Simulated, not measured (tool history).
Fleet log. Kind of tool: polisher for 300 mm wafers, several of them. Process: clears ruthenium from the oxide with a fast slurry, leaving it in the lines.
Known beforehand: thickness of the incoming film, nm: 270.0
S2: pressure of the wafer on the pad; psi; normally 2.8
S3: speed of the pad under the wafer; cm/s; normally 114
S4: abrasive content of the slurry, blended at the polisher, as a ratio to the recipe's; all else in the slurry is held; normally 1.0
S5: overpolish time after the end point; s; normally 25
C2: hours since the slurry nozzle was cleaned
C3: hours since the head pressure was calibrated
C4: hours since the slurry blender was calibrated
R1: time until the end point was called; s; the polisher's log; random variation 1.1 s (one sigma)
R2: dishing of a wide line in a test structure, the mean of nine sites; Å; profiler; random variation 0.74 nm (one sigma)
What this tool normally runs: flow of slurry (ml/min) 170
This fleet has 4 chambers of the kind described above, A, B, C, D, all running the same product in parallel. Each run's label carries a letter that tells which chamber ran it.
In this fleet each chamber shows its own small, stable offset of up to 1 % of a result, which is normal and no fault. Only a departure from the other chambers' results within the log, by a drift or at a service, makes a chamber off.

{"run": "1A", "hour": 6.0, "flow of slurry (ml/min)": 170, "S2": 2.8, "S3": 114, "S4": 1.0, "S5": 25, "wafers polished on this pad": 897, "C2": 396.0, "C3": 405.5, "C4": 232.1, "R1": 70.062, "R2": 673.26}
{"run": "2B", "hour": 9.4, "flow of slurry (ml/min)": 170, "S2": 2.8, "S3": 114, "S4": 1.0, "S5": 25, "wafers polished on this pad": 278, "C2": 74.4, "C3": 25.7, "C4": 50.9, "R1": 68.462, "R2": 677.81}
{"run": "3C", "hour": 14.0, "flow of slurry (ml/min)": 170, "S2": 2.8, "S3": 114, "S4": 1.0, "S5": 25, "wafers polished on this pad": 901, "C2": 275.5, "C3": 133.9, "C4": 324.9, "R1": 68.158, "R2": 672.54}
{"hour": 20.6, "done": "chamber C: slurry blender recalibrated"}
{"run": "4D", "hour": 21.1, "flow of slurry (ml/min)": 170, "S2": 2.8, "S3": 114, "S4": 1.0, "S5": 25, "wafers polished on this pad": 439, "C2": 475.1, "C3": 768.8, "C4": 204.7, "R1": 68.476, "R2": 681.28}
{"run": "5B", "hour": 27.0, "flow of slurry (ml/min)": 170, "S2": 2.8, "S3": 114, "S4": 1.0, "S5": 25, "wafers polished on this pad": 441, "C2": 92.0, "C3": 43.3, "C4": 68.5, "R1": 68.753, "R2": 686.24}
{"run": "6A", "hour": 31.5, "flow of slurry (ml/min)": 170, "S2": 2.8, "S3": 114, "S4": 1.3, "S5": 25, "wafers polished on this pad": 1134, "C2": 421.5, "C3": 431.0, "C4": 257.6, "R1": 62.869, "R2": 735.31}
{"run": "7D", "hour": 36.4, "flow of slurry (ml/min)": 170, "S2": 2.8, "S3": 114, "S4": 1.3, "S5": 25, "wafers polished on this pad": 581, "C2": 490.4, "C3": 784.1, "C4": 220.0, "R1": 61.701, "R2": 737.09}
{"hour": 36.8, "done": "chamber A: worn pad replaced by a new one"}
{"hour": 39.6, "done": "chamber D: worn pad replaced by a new one"}
{"run": "8C", "hour": 40.7, "flow of slurry (ml/min)": 170, "S2": 2.8, "S3": 114, "S4": 1.3, "S5": 25, "wafers polished on this pad": 1149, "C2": 302.2, "C3": 160.6, "C4": 20.2, "R1": 63.302, "R2": 726.25}
{"run": "9D", "hour": 47.2, "flow of slurry (ml/min)": 170, "S2": 2.8, "S3": 114, "S4": 1.3, "S5": 25, "wafers polished on this pad": 71, "C2": 501.2, "C3": 794.9, "C4": 230.8, "R1": 61.012, "R2": 746.7}
{"run": "10A", "hour": 52.7, "flow of slurry (ml/min)": 170, "S2": 2.8, "S3": 114, "S4": 1.0, "S5": 25, "wafers polished on this pad": 147, "C2": 442.7, "C3": 452.2, "C4": 278.8, "R1": 68.909, "R2": 681.13}
{"run": "11C", "hour": 58.0, "flow of slurry (ml/min)": 170, "S2": 2.8, "S3": 114, "S4": 1.0, "S5": 25, "wafers polished on this pad": 1310, "C2": 319.5, "C3": 177.9, "C4": 37.5, "R1": 69.35, "R2": 676.34}
{"run": "12B", "hour": 63.4, "flow of slurry (ml/min)": 135, "S2": 2.8, "S3": 114, "S4": 1.0, "S5": 25, "wafers polished on this pad": 780, "C2": 128.4, "C3": 79.7, "C4": 104.9, "R1": 72.149, "R2": 665.83}
{"run": "13B", "hour": 69.7, "flow of slurry (ml/min)": 135, "S2": 2.8, "S3": 114, "S4": 1.0, "S5": 25, "wafers polished on this pad": 838, "C2": 134.7, "C3": 86.0, "C4": 111.2, "R1": 71.625, "R2": 658.54}
{"hour": 75.0, "done": "chamber A: slurry nozzle cleaned"}
{"run": "14A", "hour": 77.4, "flow of slurry (ml/min)": 135, "S2": 2.8, "S3": 114, "S4": 1.0, "S5": 25, "wafers polished on this pad": 377, "C2": 2.5, "C3": 476.9, "C4": 303.5, "R1": 73.443, "R2": 659.93}
{"run": "15C", "hour": 84.2, "flow of slurry (ml/min)": 135, "S2": 2.8, "S3": 114, "S4": 1.0, "S5": 25, "wafers polished on this pad": 1554, "C2": 345.7, "C3": 204.1, "C4": 63.7, "R1": 74.045, "R2": 641.28}
{"hour": 86.1, "done": "chamber B: worn pad replaced by a new one"}
{"run": "16D", "hour": 90.3, "flow of slurry (ml/min)": 170, "S2": 2.8, "S3": 114, "S4": 1.0, "S5": 25, "wafers polished on this pad": 472, "C2": 544.3, "C3": 838.0, "C4": 273.9, "R1": 68.996, "R2": 674.49}
{"hour": 94.6, "done": "chamber D: worn pad replaced by a new one"}
{"run": "17A", "hour": 97.5, "flow of slurry (ml/min)": 170, "S2": 2.8, "S3": 114, "S4": 1.0, "S5": 25, "wafers polished on this pad": 564, "C2": 22.6, "C3": 497.0, "C4": 323.6, "R1": 70.785, "R2": 685.3}
{"hour": 98.0, "done": "chamber D: slurry nozzle cleaned"}
{"run": "18C", "hour": 101.7, "flow of slurry (ml/min)": 170, "S2": 2.8, "S3": 114, "S4": 0.9, "S5": 25, "wafers polished on this pad": 1717, "C2": 363.2, "C3": 221.6, "C4": 81.2, "R1": 73.99, "R2": 638.42}
{"hour": 106.4, "done": "chamber B: slurry blender recalibrated"}
{"hour": 106.4, "done": "chamber A: head pressure recalibrated"}
{"run": "19D", "hour": 108.4, "flow of slurry (ml/min)": 170, "S2": 2.8, "S3": 114, "S4": 0.9, "S5": 25, "wafers polished on this pad": 128, "C2": 10.4, "C3": 856.1, "C4": 292.0, "R1": 73.212, "R2": 656.56}
{"run": "20B", "hour": 111.9, "flow of slurry (ml/min)": 170, "S2": 2.8, "S3": 114, "S4": 0.9, "S5": 25, "wafers polished on this pad": 240, "C2": 176.9, "C3": 128.2, "C4": 5.5, "R1": 74.176, "R2": 653.16}
{"run": "21D", "hour": 118.2, "flow of slurry (ml/min)": 170, "S2": 2.8, "S3": 114, "S4": 0.9, "S5": 25, "wafers polished on this pad": 220, "C2": 20.2, "C3": 865.9, "C4": 301.8, "R1": 71.055, "R2": 656.67}
{"run": "22B", "hour": 124.9, "flow of slurry (ml/min)": 170, "S2": 2.8, "S3": 114, "S4": 1.0, "S5": 25, "wafers polished on this pad": 361, "C2": 189.9, "C3": 141.2, "C4": 18.5, "R1": 71.175, "R2": 672.34}
{"run": "23A", "hour": 128.7, "flow of slurry (ml/min)": 170, "S2": 2.8, "S3": 114, "S4": 1.0, "S5": 25, "wafers polished on this pad": 854, "C2": 53.8, "C3": 22.4, "C4": 354.8, "R1": 71.221, "R2": 663.65}
{"run": "24C", "hour": 132.6, "flow of slurry (ml/min)": 170, "S2": 2.8, "S3": 114, "S4": 1.0, "S5": 25, "wafers polished on this pad": 2004, "C2": 394.1, "C3": 252.5, "C4": 112.1, "R1": 73.212, "R2": 641.52}
{"run": "25A", "hour": 137.8, "flow of slurry (ml/min)": 170, "S2": 2.8, "S3": 114, "S4": 1.0, "S5": 25, "wafers polished on this pad": 939, "C2": 62.9, "C3": 31.5, "C4": 363.9, "R1": 71.04, "R2": 678.22}
{"run": "26D", "hour": 144.2, "flow of slurry (ml/min)": 170, "S2": 2.8, "S3": 114, "S4": 1.0, "S5": 25, "wafers polished on this pad": 461, "C2": 46.2, "C3": 891.9, "C4": 327.8, "R1": 71.604, "R2": 674.07}
{"hour": 150.6, "done": "chamber D: worn pad replaced by a new one"}
{"run": "27C", "hour": 151.1, "flow of slurry (ml/min)": 170, "S2": 2.8, "S3": 114, "S4": 1.0, "S5": 25, "wafers polished on this pad": 2176, "C2": 412.6, "C3": 271.0, "C4": 130.6, "R1": 71.983, "R2": 633.01}
{"run": "28B", "hour": 155.5, "flow of slurry (ml/min)": 170, "S2": 2.8, "S3": 114, "S4": 1.0, "S5": 25, "wafers polished on this pad": 645, "C2": 220.5, "C3": 171.8, "C4": 49.1, "R1": 71.431, "R2": 666.67}
{"run": "29B", "hour": 161.3, "flow of slurry (ml/min)": 170, "S2": 2.8, "S3": 114, "S4": 1.0, "S5": 25, "wafers polished on this pad": 699, "C2": 226.3, "C3": 177.6, "C4": 54.9, "R1": 72.519, "R2": 677.35}
{"run": "30D", "hour": 167.9, "flow of slurry (ml/min)": 170, "S2": 2.8, "S3": 114, "S4": 1.0, "S5": 25, "wafers polished on this pad": 161, "C2": 69.9, "C3": 915.6, "C4": 351.5, "R1": 67.334, "R2": 680.26}
{"run": "31A", "hour": 173.2, "flow of slurry (ml/min)": 170, "S2": 2.8, "S3": 114, "S4": 1.0, "S5": 25, "wafers polished on this pad": 1268, "C2": 98.3, "C3": 66.9, "C4": 399.3, "R1": 70.337, "R2": 677.64}

All 4 chambers run these settings next. Forecast each chamber's results:
{"run": "32A", "hour": 178.7, "flow of slurry (ml/min)": 170, "S2": 2.4, "S3": 114, "S4": 1.0, "S5": 25, "R1": "?", "R2": "?"}
{"run": "32B", "hour": 178.7, "flow of slurry (ml/min)": 170, "S2": 2.4, "S3": 114, "S4": 1.0, "S5": 25, "R1": "?", "R2": "?"}
{"run": "32C", "hour": 178.7, "flow of slurry (ml/min)": 170, "S2": 2.4, "S3": 114, "S4": 1.0, "S5": 25, "R1": "?", "R2": "?"}
{"run": "32D", "hour": 178.7, "flow of slurry (ml/min)": 170, "S2": 2.4, "S3": 114, "S4": 1.0, "S5": 25, "R1": "?", "R2": "?"}

run=32A R1=83.946 R2=604.61
run=32B R1=81.587 R2=590.95
run=32C R1=87.409 R2=547.91
run=32D R1=82.123 R2=620.44

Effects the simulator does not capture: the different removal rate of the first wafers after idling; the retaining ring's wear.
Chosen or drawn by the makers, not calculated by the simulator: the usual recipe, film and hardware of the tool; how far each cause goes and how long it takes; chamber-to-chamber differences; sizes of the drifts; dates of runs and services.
